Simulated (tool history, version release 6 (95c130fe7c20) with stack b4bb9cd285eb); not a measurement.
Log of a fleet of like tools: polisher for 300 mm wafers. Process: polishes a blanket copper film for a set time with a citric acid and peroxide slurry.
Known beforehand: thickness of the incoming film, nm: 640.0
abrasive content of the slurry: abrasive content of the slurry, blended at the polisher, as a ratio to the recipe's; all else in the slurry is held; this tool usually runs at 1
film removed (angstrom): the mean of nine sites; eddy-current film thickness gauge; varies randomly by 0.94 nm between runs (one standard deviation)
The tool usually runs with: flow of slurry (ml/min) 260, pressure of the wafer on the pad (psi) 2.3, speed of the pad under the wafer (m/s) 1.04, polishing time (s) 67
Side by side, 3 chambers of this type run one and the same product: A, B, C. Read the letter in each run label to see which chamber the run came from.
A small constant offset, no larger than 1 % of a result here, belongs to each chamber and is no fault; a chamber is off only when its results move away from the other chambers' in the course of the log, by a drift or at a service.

| run | hour | flow of slurry (ml/min) | pressure of the wafer on the pad (psi) | speed of the pad under the wafer (m/s) | abrasive content of the slurry | polishing time (s) | wafers polished on this pad | hours since the slurry nozzle was cleaned | hours since the head pressure was calibrated | hours since the slurry blender was calibrated | film removed (angstrom) |
|---|---|---|---|---|---|---|---|---|---|---|---|
| 1A | 6 | 260 | 2.3 | 1.04 | 1 | 67 | 429 | 361.4 | 642.2 | 154.2 | 1118.9 |
|  | 13.4 | chamber B: slurry blender recalibrated |
| 2C | 16.7 | 260 | 2.3 | 1.04 | 1 | 67 | 856 | 276.3 | 422.2 | 128.5 | 1113.4 |
|  | 18.1 | chamber C: worn pad replaced by a new one |
| 3B | 28.6 | 260 | 2.3 | 1.04 | 1 | 67 | 783 | 409.8 | 69.1 | 15.3 | 1097.8 |
|  | 30.5 | chamber B: worn pad replaced by a new one |
| 4A | 40.6 | 260 | 2.3 | 1.04 | 1 | 67 | 858 | 396 | 676.8 | 188.8 | 1107.8 |
|  | 43.1 | chamber A: worn pad replaced by a new one |
| 5C | 51.6 | 260 | 2.3 | 1.04 | 1 | 67 | 415 | 311.2 | 457.1 | 163.4 | 1105.8 |
| 6B | 57.6 | 260 | 2.3 | 1.04 | 1 | 67 | 336 | 438.8 | 98.1 | 44.3 | 1123.9 |
| 7C | 63.9 | 260 | 2.3 | 1.04 | 1 | 67 | 568 | 323.5 | 469.4 | 175.7 | 1108.2 |
| 8A | 76.9 | 260 | 2.3 | 1.04 | 1 | 67 | 418 | 432.3 | 713.1 | 225.1 | 1124.2 |
| 9B | 87.5 | 260 | 2.3 | 1.04 | 1 | 67 | 707 | 468.7 | 128 | 74.2 | 1107 |
|  | 90.6 | chamber C: worn pad replaced by a new one |
| 10C | 100.2 | 260 | 2.3 | 1.04 | 1 | 67 | 119 | 359.8 | 505.7 | 212 | 1105.8 |
|  | 107.4 | chamber B: worn pad replaced by a new one |
|  | 111.7 | chamber A: head pressure recalibrated |
| 11A | 111.7 | 230 | 2.3 | 1.04 | 1 | 67 | 850 | 467.1 | 0.1 | 259.9 | 1190.1 |
|  | 111.8 | chamber C: slurry blender recalibrated |
|  | 114 | chamber A: worn pad replaced by a new one |
| 12B | 117.6 | 230 | 2.3 | 1.04 | 1 | 67 | 126 | 498.8 | 158.1 | 104.3 | 1087.3 |
|  | 123.5 | chamber B: slurry blender recalibrated |
| 13C | 124.8 | 230 | 2.3 | 1.04 | 1 | 67 | 424 | 384.4 | 530.3 | 13.1 | 1086.2 |
|  | 130 | chamber A: slurry nozzle cleaned |
| 14A | 137.5 | 260 | 2.3 | 1.04 | 1 | 67 | 291 | 7.6 | 25.9 | 285.7 | 1204.5 |
| 15B | 144.5 | 260 | 1.7 | 1.04 | 1 | 67 | 460 | 525.7 | 185 | 21 | 823.91 |
| 16B | 150.4 | 260 | 1.7 | 1.04 | 1 | 67 | 533 | 531.6 | 190.9 | 26.9 | 845.8 |
| 17A | 156.6 | 260 | 1.7 | 1.04 | 1 | 67 | 528 | 26.7 | 45 | 304.8 | 917.46 |
|  | 159.6 | chamber C: worn pad replaced by a new one |
| 18C | 166.8 | 260 | 2.3 | 1.04 | 1 | 67 | 89 | 426.4 | 572.3 | 55.1 | 1119 |
| 19B | 175.2 | 260 | 2.3 | 1.04 | 1 | 67 | 840 | 556.4 | 215.7 | 51.7 | 1116 |
|  | 182.5 | chamber A: worn pad replaced by a new one |
| 20A | 184.6 | 260 | 2.3 | 1.04 | 1 | 67 | 26 | 54.7 | 73 | 332.8 | 1214.9 |
|  | 185.3 | chamber B: worn pad replaced by a new one |
| 21C | 193.5 | 260 | 2.3 | 1.04 | 1 | 67 | 420 | 453.1 | 599 | 81.8 | 1108.2 |
| 22C | 204 | 260 | 2.3 | 1.04 | 1 | 67 | 550 | 463.6 | 609.5 | 92.3 | 1109.5 |
| 23A | 213.4 | 260 | 2.3 | 1.04 | 1 | 67 | 383 | 83.5 | 101.8 | 361.6 | 1210.9 |
|  | 224.9 | chamber C: slurry nozzle cleaned |
|  | 226.6 | chamber C: worn pad replaced by a new one |
| 24B | 226.7 | 260 | 2.3 | 1.04 | 1 | 67 | 513 | 607.9 | 267.2 | 103.2 | 1114 |
| 25C | 233.5 | 260 | 2.3 | 1.04 | 1 | 67 | 85 | 8.7 | 639 | 121.8 | 1096.1 |
|  | 244.6 | chamber B: slurry blender recalibrated |
|  | 244.7 | chamber A: worn pad replaced by a new one |
| 26B | 246.1 | 260 | 2.3 | 1.04 | 1 | 67 | 754 | 627.3 | 286.6 | 1.6 | 1106.6 |
|  | 247.2 | chamber B: worn pad replaced by a new one |
| 27A | 259.3 | 260 | 2.3 | 1.04 | 1 | 67 | 181 | 129.4 | 147.7 | 407.5 | 1216.9 |
| 28B | 270.8 | 260 | 2.3 | 1.04 | 1 | 67 | 292 | 652 | 311.3 | 26.3 | 1132.1 |
| 29A | 280.7 | 260 | 2.3 | 1.04 | 1 | 67 | 446 | 150.8 | 169.1 | 428.9 | 1210.5 |
| 30C | 292.5 | 260 | 2.3 | 1.04 | 1 | 67 | 816 | 67.7 | 698 | 180.8 | 1114.2 |
| 31B | 301.6 | 260 | 2.6 | 1.3 | 1 | 67 | 674 | 682.8 | 342.1 | 57.1 | 1561.6 |
|  | 302.4 | chamber C: worn pad replaced by a new one |
| 32A | 307.7 | 260 | 2.6 | 1.3 | 1 | 67 | 781 | 177.8 | 196.1 | 455.9 | 1685.1 |
|  | 309.2 | chamber A: slurry blender recalibrated |
|  | 310.1 | chamber B: worn pad replaced by a new one |
|  | 314.4 | chamber A: worn pad replaced by a new one |
| 33C | 320.8 | 260 | 2.6 | 1.3 | 1 | 67 | 228 | 96 | 726.3 | 209.1 | 1536 |
|  | 325.6 | chamber C: slurry blender recalibrated |
| 34B | 333.5 | 260 | 2.3 | 1.04 | 1 | 67 | 290 | 714.7 | 374 | 89 | 1097.5 |
| 35C | 340.8 | 260 | 2.3 | 1.04 | 1 | 67 | 476 | 116 | 746.3 | 15.2 | 1105.8 |
| 36A | 350.6 | 225 | 2 | 1.04 | 1 | 67 | 448 | 220.7 | 239 | 41.5 | 1022.3 |

Does one chamber stand apart from the rest, does the shared gauge drift, or is all well apart from small per-chamber offsets? Give the chamber and the most likely cause, where there is one.

After it was serviced, chamber A no longer matches the other chambers.
Likeliest cause: head's pressure above its setpoint, % = 8.81.

Which of the 4 candidates below, each the usual settings with something changed and its results left as question marks, puts chamber A back in line with what the other chambers give on the usual settings?
In line here means within this much of the mean the other chambers give on the usual settings: film removed (angstrom) 33
| 37A-1 | 360.1 | 260 | 2.3 | 0.86 | 1 | 67 |  |  |  |  | ? |
| 37A-2 | 360.1 | 260 | 2.3 | 1.1 | 1 | 70 |  |  |  |  | ? |
| 37A-3 | 360.1 | 260 | 2.3 | 1.14 | 1 | 73 |  |  |  |  | ? |
| 37A-4 | 360.1 | 260 | 2.2 | 1 | 1 | 67 |  |  |  |  | ? |

The mean the other chambers reach with the usual settings: film removed (angstrom) 1109.1
| run | film removed (angstrom) |
|---|---|
| 37A-1 | 1013 |
| 37A-2 | 1338.7 |
| 37A-3 | 1444.8 |
| 37A-4 | 1119.4 |
With 37A-4, the chamber falls back in line with the rest.

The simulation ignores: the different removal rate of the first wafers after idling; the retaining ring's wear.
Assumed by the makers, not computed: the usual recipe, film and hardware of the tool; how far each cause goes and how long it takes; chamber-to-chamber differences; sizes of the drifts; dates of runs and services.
